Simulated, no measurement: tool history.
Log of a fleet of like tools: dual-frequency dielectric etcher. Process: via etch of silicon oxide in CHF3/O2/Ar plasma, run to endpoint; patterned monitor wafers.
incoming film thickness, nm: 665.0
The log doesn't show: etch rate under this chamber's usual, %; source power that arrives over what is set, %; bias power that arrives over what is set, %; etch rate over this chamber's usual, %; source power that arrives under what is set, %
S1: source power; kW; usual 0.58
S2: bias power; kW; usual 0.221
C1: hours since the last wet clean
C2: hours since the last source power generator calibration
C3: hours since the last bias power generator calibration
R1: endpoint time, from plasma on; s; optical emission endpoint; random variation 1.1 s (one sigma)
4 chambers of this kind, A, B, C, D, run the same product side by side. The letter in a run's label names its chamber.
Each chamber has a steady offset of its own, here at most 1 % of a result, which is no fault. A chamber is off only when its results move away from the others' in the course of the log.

{"run": "1C", "day": 0.158, "S1": 0.58, "S2": 0.221, "C1": 334.8, "C2": 1522.8, "C3": 855.3, "R1": 319.06}
{"run": "2B", "day": 0.321, "S1": 0.58, "S2": 0.221, "C1": 340.9, "C2": 2404.8, "C3": 751.9, "R1": 314.74}
{"run": "3A", "day": 0.517, "S1": 0.58, "S2": 0.221, "C1": 261.1, "C2": 1556.5, "C3": 3491.4, "R1": 315.53}
{"run": "4D", "day": 0.65, "S1": 0.58, "S2": 0.221, "C1": 46.6, "C2": 2268.9, "C3": 771.4, "R1": 318.17}
{"run": "5A", "day": 0.846, "S1": 0.58, "S2": 0.221, "C1": 269, "C2": 1564.4, "C3": 3499.3, "R1": 318.5}
{"run": "6D", "day": 0.975, "S1": 0.7, "S2": 0.25, "C1": 54.4, "C2": 2276.7, "C3": 779.2, "R1": 283.22}
{"run": "7C", "day": 1.138, "S1": 0.7, "S2": 0.25, "C1": 358.3, "C2": 1546.3, "C3": 878.8, "R1": 282.22}
{"run": "8B", "day": 1.308, "S1": 0.7, "S2": 0.25, "C1": 364.6, "C2": 2428.5, "C3": 775.6, "R1": 280.93}
{"run": "9C", "day": 1.504, "S1": 0.7, "S2": 0.25, "C1": 367.1, "C2": 1555.1, "C3": 887.6, "R1": 283.29}
{"run": "10D", "day": 1.654, "S1": 0.58, "S2": 0.221, "C1": 70.7, "C2": 2293, "C3": 795.5, "R1": 317.36}
{"run": "11A", "day": 1.792, "S1": 0.58, "S2": 0.221, "C1": 291.7, "C2": 1587.1, "C3": 3522, "R1": 319.65}
{"run": "12B", "day": 1.892, "S1": 0.58, "S2": 0.221, "C1": 378.6, "C2": 2442.5, "C3": 789.6, "R1": 315.25}
{"run": "13C", "day": 2.017, "S1": 0.58, "S2": 0.221, "C1": 379.4, "C2": 1567.4, "C3": 899.9, "R1": 318.86}
{"run": "14D", "day": 2.208, "S1": 0.58, "S2": 0.221, "C1": 84, "C2": 2306.3, "C3": 808.8, "R1": 318.83}
{"run": "15B", "day": 2.379, "S1": 0.58, "S2": 0.221, "C1": 390.3, "C2": 2454.2, "C3": 801.3, "R1": 315.47}
{"run": "16A", "day": 2.529, "S1": 0.58, "S2": 0.221, "C1": 309.4, "C2": 1604.8, "C3": 3539.7, "R1": 320.6}
{"run": "17C", "day": 2.625, "S1": 0.53, "S2": 0.221, "C1": 394, "C2": 1582, "C3": 914.5, "R1": 331.83}
{"run": "18B", "day": 2.788, "S1": 0.53, "S2": 0.221, "C1": 400.1, "C2": 2464, "C3": 811.1, "R1": 325.49}
{"run": "19A", "day": 2.971, "S1": 0.53, "S2": 0.221, "C1": 320, "C2": 1615.4, "C3": 3550.3, "R1": 332.41}
{"run": "20D", "day": 3.142, "S1": 0.53, "S2": 0.221, "C1": 106.4, "C2": 2328.7, "C3": 831.2, "R1": 327.43}
{"run": "21D", "day": 3.321, "S1": 0.54, "S2": 0.261, "C1": 110.7, "C2": 2333, "C3": 835.5, "R1": 307.09}
{"run": "22A", "day": 3.446, "S1": 0.54, "S2": 0.261, "C1": 331.4, "C2": 1626.8, "C3": 3561.7, "R1": 310.65}
{"run": "23C", "day": 3.558, "S1": 0.54, "S2": 0.261, "C1": 416.4, "C2": 1604.4, "C3": 936.9, "R1": 308.59}
{"run": "24B", "day": 3.683, "S1": 0.54, "S2": 0.261, "C1": 421.6, "C2": 2485.5, "C3": 832.6, "R1": 304.96}
{"run": "25D", "day": 3.808, "S1": 0.58, "S2": 0.221, "C1": 122.4, "C2": 2344.7, "C3": 847.2, "R1": 315.62}
{"run": "26C", "day": 3.912, "S1": 0.58, "S2": 0.221, "C1": 424.9, "C2": 1612.9, "C3": 945.4, "R1": 318.89}
{"day": 4.033, "done": "chamber C: wet clean of the chamber"}
{"run": "27A", "day": 4.058, "S1": 0.53, "S2": 0.193, "C1": 346.1, "C2": 1641.5, "C3": 3576.4, "R1": 349.5}
{"day": 4.167, "done": "chamber B: wet clean of the chamber"}
{"run": "28B", "day": 4.221, "S1": 0.53, "S2": 0.193, "C1": 1.3, "C2": 2498.4, "C3": 845.5, "R1": 340.22}
{"run": "29B", "day": 4.412, "S1": 0.53, "S2": 0.193, "C1": 5.9, "C2": 2503, "C3": 850.1, "R1": 342.43}
{"run": "30C", "day": 4.508, "S1": 0.53, "S2": 0.193, "C1": 11.4, "C2": 1627.2, "C3": 959.7, "R1": 345.22}
{"run": "31A", "day": 4.696, "S1": 0.58, "S2": 0.221, "C1": 361.4, "C2": 1656.8, "C3": 3591.7, "R1": 325.32}
{"run": "32D", "day": 4.825, "S1": 0.58, "S2": 0.221, "C1": 146.8, "C2": 2369.1, "C3": 871.6, "R1": 317.78}
{"run": "33A", "day": 4.917, "S1": 0.58, "S2": 0.221, "C1": 366.7, "C2": 1662.1, "C3": 3597, "R1": 324.21}
{"run": "34B", "day": 5.075, "S1": 0.58, "S2": 0.221, "C1": 21.8, "C2": 2518.9, "C3": 866, "R1": 314.77}
{"run": "35D", "day": 5.262, "S1": 0.58, "S2": 0.221, "C1": 157.3, "C2": 2379.6, "C3": 882.1, "R1": 316.5}
{"run": "36C", "day": 5.408, "S1": 0.58, "S2": 0.221, "C1": 33, "C2": 1648.8, "C3": 981.3, "R1": 319.44}
{"run": "37C", "day": 5.562, "S1": 0.58, "S2": 0.221, "C1": 36.7, "C2": 1652.5, "C3": 985, "R1": 315.54}
{"run": "38A", "day": 5.675, "S1": 0.54, "S2": 0.172, "C1": 384.9, "C2": 1680.3, "C3": 3615.2, "R1": 365.96}

Is one chamber off against the others, does the gauge drift, or is nothing wrong? If a chamber is off, say which, and what the likeliest cause is.

Chamber A drifts away from the others.
Cause: etch rate under this chamber's usual, % = 3.25.

Here are 4 candidates for chamber A's next run, each the usual settings with a change, their results left as question marks. Which one brings its results back in line with what the others give on the usual settings?
In line means no further than this from the other chambers' mean on the usual settings: R1 3.9 s
{"run": "39A-1", "day": 5.817, "S1": 0.58, "S2": 0.242, "R1": "?"}
{"run": "39A-2", "day": 5.817, "S1": 0.55, "S2": 0.211, "R1": "?"}
{"run": "39A-3", "day": 5.817, "S1": 0.58, "S2": 0.214, "R1": "?"}
{"run": "39A-4", "day": 5.817, "S1": 0.58, "S2": 0.228, "R1": "?"}

The other chambers' mean on the usual settings: R1 316.67 s
run=39A-1 R1=317.67
run=39A-2 R1=340.09
run=39A-3 R1=331.71
run=39A-4 R1=324.44
39A-1 brings the chamber back in line.
